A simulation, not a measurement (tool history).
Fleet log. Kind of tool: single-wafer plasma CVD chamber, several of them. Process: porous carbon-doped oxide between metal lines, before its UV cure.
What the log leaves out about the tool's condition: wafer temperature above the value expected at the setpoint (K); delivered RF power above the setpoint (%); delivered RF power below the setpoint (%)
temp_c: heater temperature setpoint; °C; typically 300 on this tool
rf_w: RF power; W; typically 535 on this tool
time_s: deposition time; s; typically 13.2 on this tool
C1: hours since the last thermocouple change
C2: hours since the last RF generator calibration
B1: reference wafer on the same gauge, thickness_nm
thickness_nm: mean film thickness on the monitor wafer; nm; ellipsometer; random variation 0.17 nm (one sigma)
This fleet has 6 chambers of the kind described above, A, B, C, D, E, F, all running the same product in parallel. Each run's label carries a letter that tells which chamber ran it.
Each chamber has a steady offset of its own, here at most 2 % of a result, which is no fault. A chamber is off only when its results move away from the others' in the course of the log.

run 1D hour=5.4 | temp_c=300 rf_w=535 time_s=13.2 | C1=535.3 C2=349.5 | B1=82.602 | thickness_nm=76.765
run 2A hour=10.2 | temp_c=300 rf_w=535 time_s=13.2 | C1=575.3 C2=124.8 | B1=82.616 | thickness_nm=77.698
run 3B hour=15.7 | temp_c=300 rf_w=535 time_s=13.2 | C1=1439.7 C2=732 | B1=82.582 | thickness_nm=75.23
run 4F hour=21.4 | temp_c=300 rf_w=535 time_s=13.2 | C1=633.8 C2=1215.1 | B1=82.58 | thickness_nm=76.619
run 5E hour=25.2 | temp_c=300 rf_w=535 time_s=13.2 | C1=1387.3 C2=335.6 | B1=82.626 | thickness_nm=76.925
run 6C hour=30.1 | temp_c=300 rf_w=535 time_s=13.2 | C1=61.7 C2=524.6 | B1=82.564 | thickness_nm=77.063
run 7B hour=34.2 | temp_c=300 rf_w=535 time_s=13.2 | C1=1458.2 C2=750.5 | B1=82.634 | thickness_nm=75.505
run 8D hour=38.3 | temp_c=300 rf_w=535 time_s=13.2 | C1=568.2 C2=382.4 | B1=82.615 | thickness_nm=76.308
-- hour=40.4 chamber B: thermocouple changed; heater temperature recalibrated
run 9A hour=43.2 | temp_c=300 rf_w=535 time_s=13.2 | C1=608.3 C2=157.8 | B1=82.61 | thickness_nm=77.788
-- hour=45.2 chamber F: RF generator calibrated
-- hour=48.5 chamber E: thermocouple changed; heater temperature recalibrated
run 10C hour=49.3 | temp_c=300 rf_w=535 time_s=13.2 | C1=80.9 C2=543.8 | B1=82.615 | thickness_nm=77.499
run 11F hour=52.4 | temp_c=300 rf_w=535 time_s=13.2 | C1=664.8 C2=7.3 | B1=82.628 | thickness_nm=76.974
run 12E hour=58 | temp_c=300 rf_w=535 time_s=13.2 | C1=9.5 C2=368.4 | B1=82.616 | thickness_nm=76.944
run 13C hour=60.8 | temp_c=300 rf_w=535 time_s=13.2 | C1=92.4 C2=555.3 | B1=82.572 | thickness_nm=77.507
run 14E hour=64.9 | temp_c=300 rf_w=535 time_s=13.2 | C1=16.4 C2=375.3 | B1=82.647 | thickness_nm=77.047
run 15B hour=70.8 | temp_c=300 rf_w=535 time_s=13.2 | C1=30.5 C2=787.1 | B1=82.613 | thickness_nm=75.714
run 16D hour=75.2 | temp_c=300 rf_w=535 time_s=13.2 | C1=605.1 C2=419.3 | B1=82.587 | thickness_nm=76.732
run 17A hour=79.2 | temp_c=300 rf_w=535 time_s=13.2 | C1=644.3 C2=193.8 | B1=82.629 | thickness_nm=77.672
run 18F hour=85.1 | temp_c=300 rf_w=535 time_s=13.2 | C1=697.5 C2=40 | B1=82.636 | thickness_nm=76.9
run 19F hour=88.5 | temp_c=300 rf_w=535 time_s=13.2 | C1=700.9 C2=43.4 | B1=82.58 | thickness_nm=77.1
run 20A hour=91.6 | temp_c=300 rf_w=535 time_s=13.2 | C1=656.7 C2=206.2 | B1=82.593 | thickness_nm=78.079
run 21C hour=96.5 | temp_c=300 rf_w=535 time_s=13.2 | C1=128.1 C2=591 | B1=82.663 | thickness_nm=77.149
run 22E hour=102.7 | temp_c=300 rf_w=535 time_s=13.2 | C1=54.2 C2=413.1 | B1=82.563 | thickness_nm=77.022
run 23D hour=107.7 | temp_c=300 rf_w=535 time_s=13.2 | C1=637.6 C2=451.8 | B1=82.576 | thickness_nm=76.712
run 24B hour=112.6 | temp_c=300 rf_w=535 time_s=13.2 | C1=72.3 C2=828.9 | B1=82.597 | thickness_nm=75.661
run 25E hour=117.5 | temp_c=300 rf_w=535 time_s=13.2 | C1=69 C2=427.9 | B1=82.577 | thickness_nm=77.118
run 26F hour=123.4 | temp_c=300 rf_w=535 time_s=13.2 | C1=735.8 C2=78.3 | B1=82.604 | thickness_nm=77.007
run 27A hour=126.3 | temp_c=308 rf_w=535 time_s=13.2 | C1=691.4 C2=240.9 | B1=82.559 | thickness_nm=74.204
run 28B hour=131.3 | temp_c=308 rf_w=535 time_s=13.2 | C1=91 C2=847.6 | B1=82.571 | thickness_nm=71.939
run 29D hour=135.2 | temp_c=308 rf_w=535 time_s=13.2 | C1=665.1 C2=479.3 | B1=82.627 | thickness_nm=73.502
run 30C hour=139.1 | temp_c=308 rf_w=535 time_s=13.2 | C1=170.7 C2=633.6 | B1=82.59 | thickness_nm=73.904
run 31F hour=142.9 | temp_c=308 rf_w=535 time_s=13.2 | C1=755.3 C2=97.8 | B1=82.67 | thickness_nm=73.466
run 32D hour=148.3 | temp_c=308 rf_w=535 time_s=13.2 | C1=678.2 C2=492.4 | B1=82.598 | thickness_nm=73.178
run 33B hour=154 | temp_c=300 rf_w=535 time_s=13.2 | C1=113.7 C2=870.3 | B1=82.613 | thickness_nm=75.252
run 34C hour=160.1 | temp_c=300 rf_w=535 time_s=13.2 | C1=191.7 C2=654.6 | B1=82.624 | thickness_nm=77.126
run 35A hour=166.1 | temp_c=300 rf_w=535 time_s=13.2 | C1=731.2 C2=280.7 | B1=82.585 | thickness_nm=77.697
run 36E hour=172.3 | temp_c=300 rf_w=535 time_s=13.2 | C1=123.8 C2=482.7 | B1=82.58 | thickness_nm=77.072
run 37C hour=176.2 | temp_c=300 rf_w=535 time_s=13.2 | C1=207.8 C2=670.7 | B1=82.599 | thickness_nm=76.854
run 38A hour=181.3 | temp_c=310 rf_w=535 time_s=13.2 | C1=746.4 C2=295.9 | B1=82.59 | thickness_nm=73.481

Does one chamber stand apart from the rest, does the shared gauge drift, or is all well apart from small per-chamber offsets? Give the chamber and the most likely cause, where there is one.

Neither any chamber nor the gauge drifts; the chambers differ only by their own small, steady offsets.

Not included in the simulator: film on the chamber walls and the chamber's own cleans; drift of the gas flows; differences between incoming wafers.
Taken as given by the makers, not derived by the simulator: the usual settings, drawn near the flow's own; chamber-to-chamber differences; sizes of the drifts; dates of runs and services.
